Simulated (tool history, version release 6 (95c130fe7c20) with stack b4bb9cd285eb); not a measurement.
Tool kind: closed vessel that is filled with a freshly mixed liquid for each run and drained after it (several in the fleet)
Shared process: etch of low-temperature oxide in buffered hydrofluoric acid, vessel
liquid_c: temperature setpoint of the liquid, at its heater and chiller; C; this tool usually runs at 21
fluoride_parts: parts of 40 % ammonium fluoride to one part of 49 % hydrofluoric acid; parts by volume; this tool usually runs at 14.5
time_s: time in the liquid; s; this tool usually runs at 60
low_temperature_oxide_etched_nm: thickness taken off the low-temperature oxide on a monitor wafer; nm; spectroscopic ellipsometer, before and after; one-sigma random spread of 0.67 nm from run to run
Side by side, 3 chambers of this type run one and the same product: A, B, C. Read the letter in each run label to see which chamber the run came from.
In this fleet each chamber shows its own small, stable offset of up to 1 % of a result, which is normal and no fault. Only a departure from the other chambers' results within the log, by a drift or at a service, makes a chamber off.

run	hour	liquid_c	fluoride_parts	time_s	hours since the thermometer was replaced	hours since the hydrofluoric acid flow meter was replaced	read-back film thickness of the low-temperature oxide reference wafer, read on the same gauge (nm)	low_temperature_oxide_etched_nm
1C	6.7	21	14.5	60	904.7	67.4	40.013	122.33
2B	16	21	14.5	60	1426.1	395.7	39.981	120.43
3A	22.4	21	14.5	60	1132.2	263.3	39.978	122.54
4B	29.9	21	14.5	60	1440	409.6	40.072	120.53
5A	39.7	21	14.5	60	1149.5	280.6	39.99	122.24
6C	49.1	21	14.5	60	947.1	109.8	40.02	120.57
7B	53.6	21	14.5	60	1463.7	433.3	40.022	121.02
8A	62.5	21	14.5	60	1172.3	303.4	39.997	122.66
9C	71	21	14.5	60	969	131.7	39.991	121.5
10C	75.6	21	14.5	60	973.6	136.3	40.01	120.36
11A	84.5	21	14.5	60	1194.3	325.4	39.973	122.54
12B	89	21	14.5	60	1499.1	468.7	40.024	122.07
13C	97.2	21	11.5	95	995.2	157.9	39.96	239.45
14B	106.4	21	11.5	95	1516.5	486.1	40.003	238.32
15A	115.8	21	11.5	95	1225.6	356.7	39.986	242.27
16B	121.6	21	14.5	60	1531.7	501.3	40.039	122.47
17C	126.9	21	14.5	60	1024.9	187.6	39.99	121.76
18A	132	21	14.5	60	1241.8	372.9	40.017	121.24
19A	136.3	21	14.5	60	1246.1	377.2	40.01	121.52
20B	143.1	21	14.5	60	1553.2	522.8	39.984	120.6
21C	148.8	21	14.5	60	1046.8	209.5	40.011	120.8
22A	154.4	21	14.5	60	1264.2	395.3	39.987	121.59
23B	163	21	14.5	60	1573.1	542.7	39.967	121.1
24C	169.8	18.5	11.5	60	1067.8	230.5	40.001	131.2
25B	175.7	18.5	11.5	60	1585.8	555.4	39.947	131.17
26A	180.5	18.5	11.5	60	1290.3	421.4	39.998	131.65
27C	186.9	21	14.5	60	1084.9	247.6	40.003	121.94
28C	195.7	19	14.5	60	1093.7	256.4	40.03	106.45
29A	202	19	14.5	60	1311.8	442.9	40.009	108.05
30B	207.2	19	14.5	60	1617.3	586.9	39.986	108.53
31A	212.4	21	14.5	60	1322.2	453.3	39.947	121.19
32C	221	21	14.5	60	1119	281.7	40.007	120.13
33B	230.6	21	14.5	60	1640.7	610.3	39.996	119.86
34A	240.1	21	14.5	60	1349.9	481	39.965	121.14

The same settings go to every chamber for the next run, one line per chamber below. Forecast the results for each:
35A	247.1	21	14.5	60				?
35B	247.1	21	14.5	60				?
35C	247.1	21	14.5	60				?

run	low_temperature_oxide_etched_nm
35A	121.5
35B	120.61
35C	120.58

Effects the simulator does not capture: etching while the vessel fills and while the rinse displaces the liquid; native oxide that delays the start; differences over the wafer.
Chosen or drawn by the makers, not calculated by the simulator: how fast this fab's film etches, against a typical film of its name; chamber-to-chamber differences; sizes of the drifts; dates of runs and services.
